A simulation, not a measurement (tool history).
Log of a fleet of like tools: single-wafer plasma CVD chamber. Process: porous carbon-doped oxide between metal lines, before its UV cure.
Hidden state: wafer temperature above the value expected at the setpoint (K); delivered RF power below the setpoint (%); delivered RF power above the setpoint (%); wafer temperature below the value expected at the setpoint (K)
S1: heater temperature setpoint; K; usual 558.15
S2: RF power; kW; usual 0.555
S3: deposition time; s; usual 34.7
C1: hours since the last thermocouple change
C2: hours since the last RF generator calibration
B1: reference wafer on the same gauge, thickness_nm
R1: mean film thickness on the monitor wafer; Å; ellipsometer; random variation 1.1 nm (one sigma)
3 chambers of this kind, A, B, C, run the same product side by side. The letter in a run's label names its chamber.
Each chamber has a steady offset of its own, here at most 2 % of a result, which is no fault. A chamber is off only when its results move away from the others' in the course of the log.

| run | hour | S1 | S2 | S3 | C1 | C2 | B1 | R1 |
|---|---|---|---|---|---|---|---|---|
| 1B | 3.2 | 558.15 | 0.555 | 34.7 | 1881.2 | 276.8 | 186.15 | 2189.3 |
| 2C | 6.4 | 558.15 | 0.555 | 34.7 | 2441.1 | 259.3 | 186.14 | 2216.3 |
| 3A | 9.3 | 558.15 | 0.555 | 34.7 | 263.8 | 63.6 | 186.10 | 2194.0 |
| 4A | 11.7 | 558.15 | 0.555 | 34.7 | 266.2 | 66.0 | 185.96 | 2176.0 |
| 5C | 15.1 | 558.15 | 0.555 | 34.7 | 2449.8 | 268.0 | 186.25 | 2232.7 |
| 6B | 17.5 | 547.15 | 0.555 | 41.3 | 1895.5 | 291.1 | 186.00 | 2735.1 |
| 7C | 19.6 | 547.15 | 0.555 | 41.3 | 2454.3 | 272.5 | 185.96 | 2824.4 |
| 8A | 21.9 | 547.15 | 0.555 | 41.3 | 276.4 | 76.2 | 186.22 | 2793.7 |
| 9B | 25.9 | 558.15 | 0.630 | 34.7 | 1903.9 | 299.5 | 186.07 | 2352.5 |
| 10B | 28.0 | 558.15 | 0.630 | 34.7 | 1906.0 | 301.6 | 185.99 | 2363.6 |
|  | 30.9 | chamber B: thermocouple changed; heater temperature recalibrated |
| 11C | 31.1 | 558.15 | 0.630 | 34.7 | 2465.8 | 284.0 | 186.16 | 2393.1 |
| 12A | 35.2 | 558.15 | 0.555 | 34.7 | 289.7 | 89.5 | 185.87 | 2183.7 |
| 13A | 37.8 | 558.15 | 0.555 | 34.7 | 292.3 | 92.1 | 185.75 | 2183.0 |
| 14B | 40.1 | 558.15 | 0.555 | 34.7 | 9.3 | 313.7 | 186.07 | 2116.3 |
| 15C | 44.3 | 558.15 | 0.555 | 34.7 | 2479.0 | 297.2 | 186.03 | 2215.3 |
| 16B | 48.1 | 558.15 | 0.555 | 34.7 | 17.3 | 321.7 | 186.16 | 2084.4 |
| 17A | 51.1 | 569.15 | 0.555 | 41.0 | 305.6 | 105.4 | 186.19 | 2415.2 |
| 18C | 55.4 | 569.15 | 0.555 | 41.0 | 2490.1 | 308.3 | 185.68 | 2445.7 |
| 19B | 57.8 | 569.15 | 0.555 | 41.0 | 27.0 | 331.4 | 185.98 | 2299.9 |
| 20A | 61.2 | 558.15 | 0.555 | 34.7 | 315.7 | 115.5 | 185.71 | 2182.8 |
| 21C | 63.7 | 558.15 | 0.555 | 34.7 | 2498.4 | 316.6 | 186.09 | 2229.7 |
| 22B | 67.0 | 558.15 | 0.555 | 34.7 | 36.2 | 340.6 | 186.12 | 2094.1 |
| 23A | 69.9 | 558.15 | 0.555 | 34.7 | 324.4 | 124.2 | 186.00 | 2177.1 |
| 24C | 74.2 | 558.15 | 0.555 | 34.7 | 2508.9 | 327.1 | 185.91 | 2215.9 |
| 25A | 77.6 | 558.15 | 0.555 | 34.7 | 332.1 | 131.9 | 185.95 | 2171.5 |
| 26B | 81.3 | 558.15 | 0.555 | 34.7 | 50.5 | 354.9 | 186.01 | 2104.8 |
| 27C | 84.3 | 558.15 | 0.555 | 34.7 | 2519.0 | 337.2 | 185.79 | 2234.0 |
| 28B | 88.4 | 558.15 | 0.555 | 34.7 | 57.6 | 362.0 | 186.16 | 2098.6 |

Next, every chamber runs the same settings. What will each give?
| 29A | 91.5 | 558.15 | 0.555 | 34.7 |  |  |  | ? |
| 29B | 91.5 | 558.15 | 0.555 | 34.7 |  |  |  | ? |
| 29C | 91.5 | 558.15 | 0.555 | 34.7 |  |  |  | ? |

| run | R1 |
|---|---|
| 29A | 2194.1 |
| 29B | 2097.6 |
| 29C | 2238.6 |

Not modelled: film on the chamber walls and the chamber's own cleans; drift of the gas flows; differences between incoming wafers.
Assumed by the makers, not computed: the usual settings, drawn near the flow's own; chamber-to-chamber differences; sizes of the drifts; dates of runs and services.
